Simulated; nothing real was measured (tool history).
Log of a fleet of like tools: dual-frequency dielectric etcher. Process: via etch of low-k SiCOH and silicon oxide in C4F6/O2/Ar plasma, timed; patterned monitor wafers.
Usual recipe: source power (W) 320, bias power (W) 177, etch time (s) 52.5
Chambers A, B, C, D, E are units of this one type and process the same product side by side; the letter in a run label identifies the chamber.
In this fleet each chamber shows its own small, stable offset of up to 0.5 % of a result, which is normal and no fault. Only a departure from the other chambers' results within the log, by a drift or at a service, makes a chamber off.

run,day,source power (W),bias power (W),etch time (s),hours since the last wet clean,hours since the last source power generator calibration,hours since the last bias power generator calibration,"read-back reference wafer on the same gauge, depth_nm",mean etch depth across the wafer (angstrom)
1D,0.271,320,177,52.5,171.1,1192.9,1924.9,114.04,1251.4
2A,0.479,320,177,52.5,327.4,1977.9,1516.5,114.06,1253.0
3E,0.600,320,177,52.5,143.6,1334.1,1463.9,114.03,1253.8
4C,0.779,320,177,52.5,526.8,3700.6,1777.3,114.07,1243.7
5B,0.908,320,177,52.5,317.2,396.4,2720.9,114.08,1252.9
6A,1.054,320,177,52.5,341.2,1991.7,1530.3,114.09,1252.9
7C,1.196,320,177,52.5,536.8,3710.6,1787.3,114.09,1246.4
8B,1.321,320,177,52.5,327.1,406.3,2730.8,114.11,1254.5
9D,1.579,320,177,52.5,202.5,1224.3,1956.3,114.11,1252.2
10E,1.788,320,177,52.5,172.1,1362.6,1492.4,114.13,1254.6
11C,1.967,320,177,52.5,555.3,3729.1,1805.8,114.12,1245.2
12A,2.167,320,177,52.5,367.9,2018.4,1557.0,114.19,1254.4
13D,2.375,320,177,52.5,221.6,1243.4,1975.4,114.17,1254.8
14B,2.629,320,177,52.5,358.5,437.7,2762.2,114.20,1252.7
15E,2.767,320,177,52.5,195.6,1386.1,1515.9,114.21,1257.1
16B,2.933,320,177,52.5,365.8,445.0,2769.5,114.23,1256.9
17C,3.104,320,149,52.5,582.6,3756.4,1833.1,114.23,1183.2
18A,3.333,320,149,52.5,395.9,2046.4,1585.0,114.24,1189.8
19E,3.467,320,149,52.5,212.4,1402.9,1532.7,114.29,1189.2
20D,3.650,320,149,52.5,252.2,1274.0,2006.0,114.26,1189.0
21D,3.862,320,149,52.5,257.3,1279.1,2011.1,114.30,1190.9
22C,3.996,320,177,52.5,604.0,3777.8,1854.5,114.32,1248.4
# day 4.000: chamber A: wet clean of the chamber
23E,4.171,320,177,52.5,229.3,1419.8,1549.6,114.32,1257.0
24A,4.358,320,177,52.5,8.6,2071.0,1609.6,114.33,1255.4
25B,4.496,370,177,52.5,403.3,482.5,2807.0,114.35,1330.7
26D,4.683,370,177,52.5,277.0,1298.8,2030.8,114.34,1331.2
27B,4.892,370,177,52.5,412.8,492.0,2816.5,114.39,1329.7
# day 4.992: chamber C: source power generator calibrated
28E,5.071,370,177,52.5,250.9,1441.4,1571.2,114.39,1330.5
29A,5.321,370,177,52.5,31.7,2094.1,1632.7,114.40,1333.3
30C,5.479,320,177,52.5,639.6,11.8,1890.1,114.43,1251.4
31D,5.717,320,177,52.5,301.8,1323.6,2055.6,114.43,1257.5
32A,5.954,320,177,52.5,46.9,2109.3,1647.9,114.45,1258.3

Has any chamber moved away from the others, gradually or after a service, or does the common gauge drift, or do the chambers differ only by their own small steady offsets? State the chamber and the most likely cause if one applies.

The gauge drifts, so all chambers seem to drift together. No chamber is off.
Cause: gauge reads high (%) = 0.416.

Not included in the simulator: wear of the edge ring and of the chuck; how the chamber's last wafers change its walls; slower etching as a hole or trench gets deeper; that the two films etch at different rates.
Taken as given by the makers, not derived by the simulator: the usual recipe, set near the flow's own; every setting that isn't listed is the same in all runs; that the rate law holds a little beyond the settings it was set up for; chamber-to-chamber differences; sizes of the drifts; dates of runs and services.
